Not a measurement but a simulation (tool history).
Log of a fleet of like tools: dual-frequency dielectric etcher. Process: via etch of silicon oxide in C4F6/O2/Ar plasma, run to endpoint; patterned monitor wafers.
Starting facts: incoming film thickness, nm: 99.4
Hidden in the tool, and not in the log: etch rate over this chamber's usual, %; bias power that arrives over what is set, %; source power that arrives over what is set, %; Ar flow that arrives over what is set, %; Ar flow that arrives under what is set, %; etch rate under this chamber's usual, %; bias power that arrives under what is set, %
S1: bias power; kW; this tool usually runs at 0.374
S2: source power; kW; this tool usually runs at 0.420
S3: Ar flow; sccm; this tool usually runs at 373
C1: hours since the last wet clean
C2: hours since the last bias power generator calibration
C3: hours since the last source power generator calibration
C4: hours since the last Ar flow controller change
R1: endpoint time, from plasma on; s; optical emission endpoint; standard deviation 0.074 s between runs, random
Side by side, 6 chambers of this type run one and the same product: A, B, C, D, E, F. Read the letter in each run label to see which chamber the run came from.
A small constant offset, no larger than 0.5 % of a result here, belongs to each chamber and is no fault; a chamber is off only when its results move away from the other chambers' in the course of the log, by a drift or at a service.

run	hour	S1	S2	S3	C1	C2	C3	C4	R1
1C	3.8	0.374	0.420	373	505.5	1234.2	1506.6	2566.6	24.426
2A	8.8	0.374	0.420	373	265.8	972.0	2159.2	2375.6	24.406
3B	12.9	0.374	0.420	373	245.6	1696.9	753.6	1532.5	24.344
4F	16.3	0.374	0.420	373	249.1	1597.8	1051.6	2997.0	24.553
5E	19.6	0.374	0.420	373	398.6	1713.6	2042.5	2851.9	24.450
6D	23.3	0.374	0.420	310	327.1	1213.2	1824.4	413.6	23.916
7E	26.1	0.374	0.420	310	405.1	1720.1	2049.0	2858.4	24.017
8A	28.8	0.374	0.420	310	285.8	992.0	2179.2	2395.6	23.901
9F	32.4	0.374	0.420	310	265.2	1613.9	1067.7	3013.1	23.940
10D	36.7	0.374	0.420	310	340.5	1226.6	1837.8	427.0	23.856
11B	40.8	0.374	0.420	310	273.5	1724.8	781.5	1560.4	23.883
12C	44.3	0.374	0.420	462	546.0	1274.7	1547.1	2607.1	24.994
13B	46.8	0.374	0.420	462	279.5	1730.8	787.5	1566.4	25.004
# hour 46.9: chamber D: wet clean of the chamber
14D	50.4	0.374	0.420	462	3.5	1240.3	1851.5	440.7	24.991
15F	53.8	0.374	0.420	462	286.6	1635.3	1089.1	3034.5	25.053
16A	57.3	0.374	0.420	462	314.3	1020.5	2207.7	2424.1	25.173
17C	60.4	0.374	0.420	462	562.1	1290.8	1563.2	2623.2	24.947
18E	65.3	0.445	0.420	411	444.3	1759.3	2088.2	2897.6	23.264
19E	69.2	0.445	0.420	411	448.2	1763.2	2092.1	2901.5	23.233
20C	71.8	0.445	0.420	411	573.5	1302.2	1574.6	2634.6	23.182
21B	74.5	0.445	0.420	411	307.2	1758.5	815.2	1594.1	22.907
22D	77.6	0.445	0.420	411	30.7	1267.5	1878.7	467.9	23.209
# hour 79.5: chamber E: Ar flow controller replaced
23F	82.3	0.445	0.420	411	315.1	1663.8	1117.6	3063.0	23.298
24A	87.3	0.374	0.420	373	344.3	1050.5	2237.7	2454.1	24.348
25D	92.3	0.374	0.420	373	45.4	1282.2	1893.4	482.6	24.349
26A	94.6	0.374	0.360	373	351.6	1057.8	2245.0	2461.4	25.653
27E	99.3	0.374	0.360	373	478.3	1793.3	2122.2	19.9	25.902
28B	103.3	0.374	0.360	373	336.0	1787.3	844.0	1622.9	25.114
29F	108.4	0.374	0.360	373	341.2	1689.9	1143.7	3089.1	25.863
30C	110.9	0.374	0.360	373	612.6	1341.3	1613.7	2673.7	25.669
31A	113.8	0.374	0.360	373	370.8	1077.0	2264.2	2480.6	25.791
32B	116.1	0.374	0.420	373	348.8	1800.1	856.8	1635.7	23.481
33C	118.7	0.374	0.420	373	620.4	1349.1	1621.5	2681.5	24.323
34F	122.2	0.374	0.420	373	355.0	1703.7	1157.5	3102.9	24.619
35D	126.2	0.374	0.420	373	79.3	1316.1	1927.3	516.5	24.399
36E	128.7	0.332	0.420	293	507.7	1822.7	2151.6	49.3	24.936

Decide between three cases: one chamber stands off from its peers, the gauge reading all wafers drifts, or nothing is wrong past each chamber's small offset. Where a chamber is off, say which and what most likely put it there.

One chamber, B, drifts off from the rest bit by bit.
Likeliest cause: etch rate over this chamber's usual, % = 4.19.

Below are 4 candidate recipes for chamber B's next run, each the usual settings with a change, their results shown as question marks. Which of them brings B's results back in line with what the other chambers give on the usual settings?
Allowed miss from the other chambers' usual-settings mean, per result, to count as in line: R1 0.260 s
37B-1	132.4	0.374	0.470	373					?
37B-2	132.4	0.391	0.420	373					?
37B-3	132.4	0.366	0.410	376					?
37B-4	132.4	0.354	0.400	379					?

Other chambers, usual settings, mean: R1 24.424 s
run	R1
37B-1	22.518
37B-2	23.122
37B-3	23.918
37B-4	24.455
It is 37B-4 that realigns the chamber with its peers.

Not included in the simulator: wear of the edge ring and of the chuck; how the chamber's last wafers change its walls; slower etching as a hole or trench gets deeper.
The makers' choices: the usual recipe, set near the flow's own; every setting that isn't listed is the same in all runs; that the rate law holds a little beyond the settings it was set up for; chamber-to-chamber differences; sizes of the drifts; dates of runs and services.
